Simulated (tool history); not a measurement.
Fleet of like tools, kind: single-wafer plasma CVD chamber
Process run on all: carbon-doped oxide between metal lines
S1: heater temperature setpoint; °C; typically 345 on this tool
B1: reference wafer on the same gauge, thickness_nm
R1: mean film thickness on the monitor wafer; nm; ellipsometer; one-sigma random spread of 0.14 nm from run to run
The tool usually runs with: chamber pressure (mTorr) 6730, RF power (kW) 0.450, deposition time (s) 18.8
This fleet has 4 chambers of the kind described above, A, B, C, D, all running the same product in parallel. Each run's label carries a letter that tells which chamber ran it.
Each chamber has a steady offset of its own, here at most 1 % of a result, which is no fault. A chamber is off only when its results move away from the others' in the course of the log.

run 1C day=0.150 | S1=345 chamber_pressure_(mTorr)=6730 RF_power_(kW)=0.450 deposition_time_(s)=18.8 | B1=110.90 | R1=94.650
run 2B day=0.329 | S1=345 chamber_pressure_(mTorr)=6730 RF_power_(kW)=0.450 deposition_time_(s)=18.8 | B1=110.91 | R1=93.909
run 3D day=0.454 | S1=345 chamber_pressure_(mTorr)=6730 RF_power_(kW)=0.450 deposition_time_(s)=18.8 | B1=110.92 | R1=95.022
run 4A day=0.600 | S1=345 chamber_pressure_(mTorr)=6730 RF_power_(kW)=0.450 deposition_time_(s)=18.8 | B1=110.92 | R1=95.567
run 5B day=0.779 | S1=345 chamber_pressure_(mTorr)=6730 RF_power_(kW)=0.450 deposition_time_(s)=18.8 | B1=110.99 | R1=93.734
run 6A day=0.942 | S1=345 chamber_pressure_(mTorr)=6730 RF_power_(kW)=0.450 deposition_time_(s)=18.8 | B1=110.98 | R1=95.509
run 7C day=1.154 | S1=345 chamber_pressure_(mTorr)=6730 RF_power_(kW)=0.450 deposition_time_(s)=18.8 | B1=110.98 | R1=94.584
run 8D day=1.317 | S1=345 chamber_pressure_(mTorr)=6730 RF_power_(kW)=0.450 deposition_time_(s)=18.8 | B1=111.00 | R1=94.843
run 9B day=1.462 | S1=345 chamber_pressure_(mTorr)=6730 RF_power_(kW)=0.450 deposition_time_(s)=18.8 | B1=111.05 | R1=94.013
run 10C day=1.642 | S1=345 chamber_pressure_(mTorr)=6730 RF_power_(kW)=0.450 deposition_time_(s)=20.1 | B1=111.10 | R1=101.100
run 11A day=1.738 | S1=345 chamber_pressure_(mTorr)=6730 RF_power_(kW)=0.450 deposition_time_(s)=20.1 | B1=111.07 | R1=102.260
run 12D day=1.912 | S1=345 chamber_pressure_(mTorr)=6730 RF_power_(kW)=0.450 deposition_time_(s)=20.1 | B1=111.09 | R1=101.370
run 13A day=2.075 | S1=345 chamber_pressure_(mTorr)=6730 RF_power_(kW)=0.450 deposition_time_(s)=20.1 | B1=111.05 | R1=102.210
run 14D day=2.233 | S1=345 chamber_pressure_(mTorr)=6730 RF_power_(kW)=0.450 deposition_time_(s)=18.8 | B1=111.12 | R1=95.161
run 15C day=2.446 | S1=345 chamber_pressure_(mTorr)=6730 RF_power_(kW)=0.450 deposition_time_(s)=18.8 | B1=111.12 | R1=94.863
run 16B day=2.654 | S1=345 chamber_pressure_(mTorr)=6730 RF_power_(kW)=0.450 deposition_time_(s)=18.8 | B1=111.17 | R1=93.773
run 17D day=2.808 | S1=345 chamber_pressure_(mTorr)=6730 RF_power_(kW)=0.450 deposition_time_(s)=18.8 | B1=111.15 | R1=95.238
run 18A day=2.983 | S1=345 chamber_pressure_(mTorr)=6730 RF_power_(kW)=0.450 deposition_time_(s)=18.8 | B1=111.18 | R1=95.517
run 19C day=3.083 | S1=345 chamber_pressure_(mTorr)=6120 RF_power_(kW)=0.450 deposition_time_(s)=18.8 | B1=111.21 | R1=93.970
run 20B day=3.246 | S1=345 chamber_pressure_(mTorr)=6120 RF_power_(kW)=0.450 deposition_time_(s)=18.8 | B1=111.22 | R1=93.454
run 21B day=3.379 | S1=345 chamber_pressure_(mTorr)=6120 RF_power_(kW)=0.450 deposition_time_(s)=18.8 | B1=111.24 | R1=93.370
run 22C day=3.562 | S1=345 chamber_pressure_(mTorr)=6120 RF_power_(kW)=0.450 deposition_time_(s)=18.8 | B1=111.27 | R1=94.148
run 23A day=3.733 | S1=345 chamber_pressure_(mTorr)=6730 RF_power_(kW)=0.450 deposition_time_(s)=18.8 | B1=111.29 | R1=95.849
run 24D day=3.846 | S1=345 chamber_pressure_(mTorr)=6730 RF_power_(kW)=0.450 deposition_time_(s)=18.8 | B1=111.33 | R1=95.158
run 25A day=3.971 | S1=345 chamber_pressure_(mTorr)=6730 RF_power_(kW)=0.450 deposition_time_(s)=18.8 | B1=111.27 | R1=95.776
run 26B day=4.112 | S1=345 chamber_pressure_(mTorr)=6730 RF_power_(kW)=0.450 deposition_time_(s)=18.8 | B1=111.31 | R1=94.120
run 27C day=4.279 | S1=345 chamber_pressure_(mTorr)=6730 RF_power_(kW)=0.450 deposition_time_(s)=18.8 | B1=111.34 | R1=94.786
-- day=4.425 chamber D: capacitance manometer re-zeroed and calibrated
run 28D day=4.488 | S1=345 chamber_pressure_(mTorr)=6730 RF_power_(kW)=0.450 deposition_time_(s)=18.8 | B1=111.40 | R1=95.292
run 29D day=4.596 | S1=345 chamber_pressure_(mTorr)=6730 RF_power_(kW)=0.450 deposition_time_(s)=18.8 | B1=111.35 | R1=95.312
run 30C day=4.704 | S1=345 chamber_pressure_(mTorr)=6730 RF_power_(kW)=0.450 deposition_time_(s)=18.8 | B1=111.39 | R1=95.168
run 31A day=4.904 | S1=345 chamber_pressure_(mTorr)=6730 RF_power_(kW)=0.450 deposition_time_(s)=18.8 | B1=111.38 | R1=95.876
run 32B day=5.083 | S1=345 chamber_pressure_(mTorr)=6730 RF_power_(kW)=0.450 deposition_time_(s)=18.8 | B1=111.43 | R1=94.324
run 33C day=5.188 | S1=345 chamber_pressure_(mTorr)=6730 RF_power_(kW)=0.450 deposition_time_(s)=18.8 | B1=111.45 | R1=95.125
run 34A day=5.304 | S1=345 chamber_pressure_(mTorr)=6730 RF_power_(kW)=0.450 deposition_time_(s)=18.8 | B1=111.47 | R1=95.839
run 35D day=5.458 | S1=345 chamber_pressure_(mTorr)=6730 RF_power_(kW)=0.450 deposition_time_(s)=18.8 | B1=111.47 | R1=95.226
run 36B day=5.667 | S1=334 chamber_pressure_(mTorr)=6730 RF_power_(kW)=0.370 deposition_time_(s)=18.8 | B1=111.45 | R1=83.965
run 37A day=5.796 | S1=334 chamber_pressure_(mTorr)=6730 RF_power_(kW)=0.370 deposition_time_(s)=18.8 | B1=111.47 | R1=86.212
run 38B day=5.983 | S1=334 chamber_pressure_(mTorr)=6730 RF_power_(kW)=0.370 deposition_time_(s)=18.8 | B1=111.46 | R1=84.083
run 39C day=6.162 | S1=334 chamber_pressure_(mTorr)=6730 RF_power_(kW)=0.370 deposition_time_(s)=18.8 | B1=111.54 | R1=85.608
run 40D day=6.362 | S1=345 chamber_pressure_(mTorr)=6730 RF_power_(kW)=0.400 deposition_time_(s)=18.8 | B1=111.54 | R1=87.634
run 41D day=6.471 | S1=345 chamber_pressure_(mTorr)=6730 RF_power_(kW)=0.400 deposition_time_(s)=18.8 | B1=111.55 | R1=87.605

Is one chamber off against the others, does the gauge drift, or is nothing wrong? If a chamber is off, say which, and what the likeliest cause is.

Every chamber seems to shift together because the gauge that measures them all drifts; the chambers themselves are fine.
Likeliest cause: gauge reads high (%) = 0.596.
